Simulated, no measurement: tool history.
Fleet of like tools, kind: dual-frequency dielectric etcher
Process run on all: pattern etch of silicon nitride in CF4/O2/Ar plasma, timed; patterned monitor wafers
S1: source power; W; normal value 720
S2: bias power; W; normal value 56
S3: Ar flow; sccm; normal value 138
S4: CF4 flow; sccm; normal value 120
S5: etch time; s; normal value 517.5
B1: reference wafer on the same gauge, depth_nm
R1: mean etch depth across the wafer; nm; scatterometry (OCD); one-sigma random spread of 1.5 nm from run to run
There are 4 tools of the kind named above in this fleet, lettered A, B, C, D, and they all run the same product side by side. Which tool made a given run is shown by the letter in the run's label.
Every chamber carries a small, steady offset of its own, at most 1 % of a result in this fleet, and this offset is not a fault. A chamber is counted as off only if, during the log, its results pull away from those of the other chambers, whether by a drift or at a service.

{"run": "1D", "hour": 5.9, "S1": 720, "S2": 56, "S3": 138, "S4": 120, "S5": 517.5, "B1": 1270.2, "R1": 1379.8}
{"run": "2A", "hour": 11.0, "S1": 720, "S2": 56, "S3": 138, "S4": 120, "S5": 517.5, "B1": 1270.5, "R1": 1370.9}
{"run": "3C", "hour": 15.4, "S1": 720, "S2": 56, "S3": 138, "S4": 120, "S5": 517.5, "B1": 1270.6, "R1": 1386.6}
{"run": "4B", "hour": 21.1, "S1": 720, "S2": 56, "S3": 138, "S4": 120, "S5": 517.5, "B1": 1270, "R1": 1373.8}
{"run": "5C", "hour": 28.4, "S1": 720, "S2": 56, "S3": 138, "S4": 120, "S5": 517.5, "B1": 1270.9, "R1": 1388.9}
{"run": "6D", "hour": 35.7, "S1": 720, "S2": 56, "S3": 138, "S4": 120, "S5": 517.5, "B1": 1270.2, "R1": 1378.1}
{"hour": 45.2, "done": "chamber B: source power generator calibrated"}
{"run": "7B", "hour": 45.8, "S1": 720, "S2": 65, "S3": 148, "S4": 120, "S5": 517.5, "B1": 1271, "R1": 1442.4}
{"hour": 46.0, "done": "chamber B: wet clean of the chamber"}
{"run": "8A", "hour": 52.3, "S1": 720, "S2": 65, "S3": 148, "S4": 120, "S5": 517.5, "B1": 1271.1, "R1": 1442.4}
{"run": "9A", "hour": 58.6, "S1": 720, "S2": 65, "S3": 148, "S4": 120, "S5": 517.5, "B1": 1271.3, "R1": 1441.3}
{"run": "10D", "hour": 65.3, "S1": 720, "S2": 65, "S3": 148, "S4": 120, "S5": 517.5, "B1": 1271.1, "R1": 1451.9}
{"hour": 66.9, "done": "chamber C: wet clean of the chamber"}
{"run": "11B", "hour": 69.7, "S1": 720, "S2": 44, "S3": 138, "S4": 120, "S5": 517.5, "B1": 1271.4, "R1": 1254.2}
{"run": "12C", "hour": 79.9, "S1": 720, "S2": 44, "S3": 138, "S4": 120, "S5": 517.5, "B1": 1271.3, "R1": 1272.3}
{"run": "13C", "hour": 86.5, "S1": 720, "S2": 44, "S3": 138, "S4": 120, "S5": 517.5, "B1": 1272.1, "R1": 1274}
{"run": "14D", "hour": 92.8, "S1": 720, "S2": 44, "S3": 138, "S4": 120, "S5": 517.5, "B1": 1272.1, "R1": 1264.5}
{"run": "15A", "hour": 98.6, "S1": 720, "S2": 56, "S3": 138, "S4": 108, "S5": 517.5, "B1": 1271.6, "R1": 1356}
{"run": "16B", "hour": 105.1, "S1": 720, "S2": 56, "S3": 138, "S4": 108, "S5": 517.5, "B1": 1271.9, "R1": 1355.4}
{"run": "17A", "hour": 110.0, "S1": 720, "S2": 56, "S3": 138, "S4": 108, "S5": 517.5, "B1": 1271.9, "R1": 1353.9}
{"run": "18B", "hour": 117.3, "S1": 720, "S2": 56, "S3": 138, "S4": 108, "S5": 517.5, "B1": 1272.1, "R1": 1355.5}
{"run": "19D", "hour": 122.1, "S1": 720, "S2": 56, "S3": 138, "S4": 120, "S5": 517.5, "B1": 1272.1, "R1": 1384.9}
{"hour": 126.5, "done": "chamber B: CF4 flow controller replaced"}
{"run": "20C", "hour": 127.4, "S1": 720, "S2": 56, "S3": 138, "S4": 138, "S5": 517.5, "B1": 1272.2, "R1": 1416.4}
{"run": "21C", "hour": 133.9, "S1": 720, "S2": 56, "S3": 138, "S4": 138, "S5": 517.5, "B1": 1272.3, "R1": 1417.8}
{"run": "22B", "hour": 140.1, "S1": 720, "S2": 56, "S3": 138, "S4": 138, "S5": 517.5, "B1": 1272.3, "R1": 1397.7}
{"run": "23D", "hour": 148.2, "S1": 720, "S2": 56, "S3": 138, "S4": 138, "S5": 517.5, "B1": 1272.7, "R1": 1407}
{"run": "24A", "hour": 157.9, "S1": 720, "S2": 56, "S3": 138, "S4": 120, "S5": 517.5, "B1": 1272.8, "R1": 1373.5}
{"run": "25C", "hour": 166.9, "S1": 720, "S2": 56, "S3": 138, "S4": 120, "S5": 517.5, "B1": 1273.1, "R1": 1388.8}
{"run": "26A", "hour": 172.1, "S1": 720, "S2": 56, "S3": 138, "S4": 120, "S5": 517.5, "B1": 1273.3, "R1": 1374}
{"run": "27B", "hour": 181.9, "S1": 720, "S2": 56, "S3": 138, "S4": 120, "S5": 517.5, "B1": 1273.1, "R1": 1375.3}
{"run": "28D", "hour": 192.0, "S1": 720, "S2": 56, "S3": 138, "S4": 120, "S5": 517.5, "B1": 1273.3, "R1": 1386.7}
{"run": "29D", "hour": 201.2, "S1": 720, "S2": 56, "S3": 138, "S4": 120, "S5": 517.5, "B1": 1273.6, "R1": 1384.6}
{"run": "30C", "hour": 209.6, "S1": 720, "S2": 51, "S3": 167, "S4": 120, "S5": 517.5, "B1": 1273.9, "R1": 1310.6}
{"hour": 211.0, "done": "chamber A: wet clean of the chamber"}
{"run": "31B", "hour": 215.9, "S1": 720, "S2": 51, "S3": 167, "S4": 120, "S5": 517.5, "B1": 1273.6, "R1": 1293.2}
{"run": "32A", "hour": 224.7, "S1": 720, "S2": 51, "S3": 167, "S4": 120, "S5": 517.5, "B1": 1273.7, "R1": 1293.8}
{"run": "33B", "hour": 233.9, "S1": 720, "S2": 51, "S3": 167, "S4": 120, "S5": 517.5, "B1": 1274.1, "R1": 1293.7}
{"run": "34D", "hour": 240.2, "S1": 720, "S2": 56, "S3": 138, "S4": 120, "S5": 517.5, "B1": 1273.9, "R1": 1384.8}
{"run": "35A", "hour": 250.3, "S1": 720, "S2": 56, "S3": 138, "S4": 120, "S5": 517.5, "B1": 1274.6, "R1": 1375.9}
{"run": "36C", "hour": 260.4, "S1": 720, "S2": 56, "S3": 138, "S4": 120, "S5": 517.5, "B1": 1274.8, "R1": 1396.4}
{"run": "37C", "hour": 269.2, "S1": 720, "S2": 56, "S3": 138, "S4": 120, "S5": 517.5, "B1": 1274.6, "R1": 1394.9}
{"hour": 273.0, "done": "chamber D: wet clean of the chamber"}
{"run": "38A", "hour": 274.4, "S1": 720, "S2": 56, "S3": 138, "S4": 120, "S5": 517.5, "B1": 1275, "R1": 1375.3}
{"run": "39D", "hour": 279.7, "S1": 720, "S2": 56, "S3": 138, "S4": 120, "S5": 517.5, "B1": 1274.8, "R1": 1386.8}
{"run": "40B", "hour": 285.1, "S1": 620, "S2": 56, "S3": 138, "S4": 120, "S5": 517.5, "B1": 1275.2, "R1": 1209.7}
{"run": "41A", "hour": 289.8, "S1": 620, "S2": 56, "S3": 138, "S4": 120, "S5": 517.5, "B1": 1275, "R1": 1211.7}
{"run": "42B", "hour": 298.0, "S1": 620, "S2": 56, "S3": 138, "S4": 120, "S5": 517.5, "B1": 1275.6, "R1": 1212}
{"run": "43C", "hour": 306.0, "S1": 620, "S2": 56, "S3": 138, "S4": 120, "S5": 517.5, "B1": 1275.1, "R1": 1226.5}

Read the log: is a single chamber off, either drifting away or since a service, is the gauge that measures every chamber drifting, or is nothing wrong beyond small per-chamber offsets? Name any odd chamber and what most likely caused it.

The gauge drifts, so all chambers seem to drift together. No chamber is off.
Likeliest cause: gauge reads high (%) = 0.436.
